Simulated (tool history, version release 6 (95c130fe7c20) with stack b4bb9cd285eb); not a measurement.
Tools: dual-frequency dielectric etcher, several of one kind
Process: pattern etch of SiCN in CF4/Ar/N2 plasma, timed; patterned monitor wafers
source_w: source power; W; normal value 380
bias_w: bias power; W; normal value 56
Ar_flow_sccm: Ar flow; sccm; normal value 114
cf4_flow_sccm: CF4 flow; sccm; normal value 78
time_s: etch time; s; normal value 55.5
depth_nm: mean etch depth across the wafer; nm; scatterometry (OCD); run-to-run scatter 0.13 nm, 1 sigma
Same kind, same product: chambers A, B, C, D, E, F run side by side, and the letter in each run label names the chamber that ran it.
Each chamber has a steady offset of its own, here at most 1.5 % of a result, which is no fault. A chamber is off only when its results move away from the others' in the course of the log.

run,day,source_w,bias_w,Ar_flow_sccm,cf4_flow_sccm,time_s,"read-back reference wafer on the same gauge, depth_nm",depth_nm
1D,0.438,380,56,114,78,55.5,38.431,37.585
2E,0.833,380,56,114,78,55.5,38.391,37.939
3A,1.104,380,56,114,78,55.5,38.363,37.268
4C,1.454,380,56,114,78,55.5,38.432,38.287
5B,1.796,380,56,114,78,55.5,38.385,37.625
# day 1.867: chamber A: bias power generator calibrated
6F,2.267,380,56,114,78,55.5,38.383,37.81
# day 2.638: chamber C: Ar flow controller replaced
7F,2.738,380,56,114,78,55.5,38.399,37.804
# day 2.779: chamber A: wet clean of the chamber
8B,3.012,380,56,114,78,55.5,38.408,37.671
9A,3.271,380,56,114,78,55.5,38.385,37.22
10C,3.725,380,56,114,78,55.5,38.403,38.216
11E,4.179,380,56,114,78,55.5,38.373,38.462
12D,4.425,380,56,114,78,55.5,38.412,37.508
13D,4.688,380,56,114,78,55.5,38.381,37.319
14C,5.171,380,56,114,78,55.5,38.382,38.14
# day 5.208: chamber D: source power generator calibrated
15E,5.433,380,56,114,78,55.5,38.414,38.261
16B,5.904,380,56,114,78,55.5,38.411,37.726
17A,6.338,380,56,114,78,55.5,38.39,37.124
18F,6.829,380,56,114,78,55.5,38.369,37.859
19A,7.158,380,56,114,78,55.5,38.398,37.257
20E,7.608,380,56,114,78,55.5,38.438,38.409
21C,8.1,380,56,103,78,68,38.426,47.586
22F,8.538,380,56,103,78,68,38.386,46.891
# day 8.825: chamber F: wet clean of the chamber
23D,9.004,380,56,103,78,68,38.375,46.663
24B,9.375,380,56,103,78,68,38.39,47.004
25A,9.712,380,56,103,78,68,38.363,46.421
# day 9.971: chamber D: wet clean of the chamber
26C,10.238,380,56,103,78,68,38.399,47.479
27D,10.717,380,56,114,78,55.5,38.426,37.535
28F,11.088,380,56,114,78,55.5,38.411,37.72
29E,11.492,380,56,114,78,55.5,38.395,39.215
30B,11.846,380,56,114,78,55.5,38.414,37.724
# day 12.158: chamber E: bias power generator calibrated
31B,12.271,380,56,114,78,55.5,38.39,37.917
32E,12.512,380,56,114,78,55.5,38.362,38.983
33A,12.842,380,56,114,78,55.5,38.409,37.559
34F,13.108,380,68,139,78,55.5,38.382,39.261
35D,13.512,380,68,139,78,55.5,38.366,38.782
36C,13.883,380,68,139,78,55.5,38.393,39.597
37F,14.254,380,68,139,78,55.5,38.396,39.06
38B,14.567,380,68,139,78,55.5,38.404,39.094
39D,15.008,380,68,139,78,55.5,38.394,38.677
40A,15.529,410,56,100,78,55.5,38.413,40.831
41E,15.988,410,56,100,78,55.5,38.414,43.178

Each of the 6 chambers runs these same settings next. Fill in every chamber's results:
42A,16.379,380,56,114,78,55.5,,?
42B,16.379,380,56,114,78,55.5,,?
42C,16.379,380,56,114,78,55.5,,?
42D,16.379,380,56,114,78,55.5,,?
42E,16.379,380,56,114,78,55.5,,?
42F,16.379,380,56,114,78,55.5,,?

run,depth_nm
42A,37.229
42B,37.653
42C,38.167
42D,37.503
42E,39.668
42F,37.652
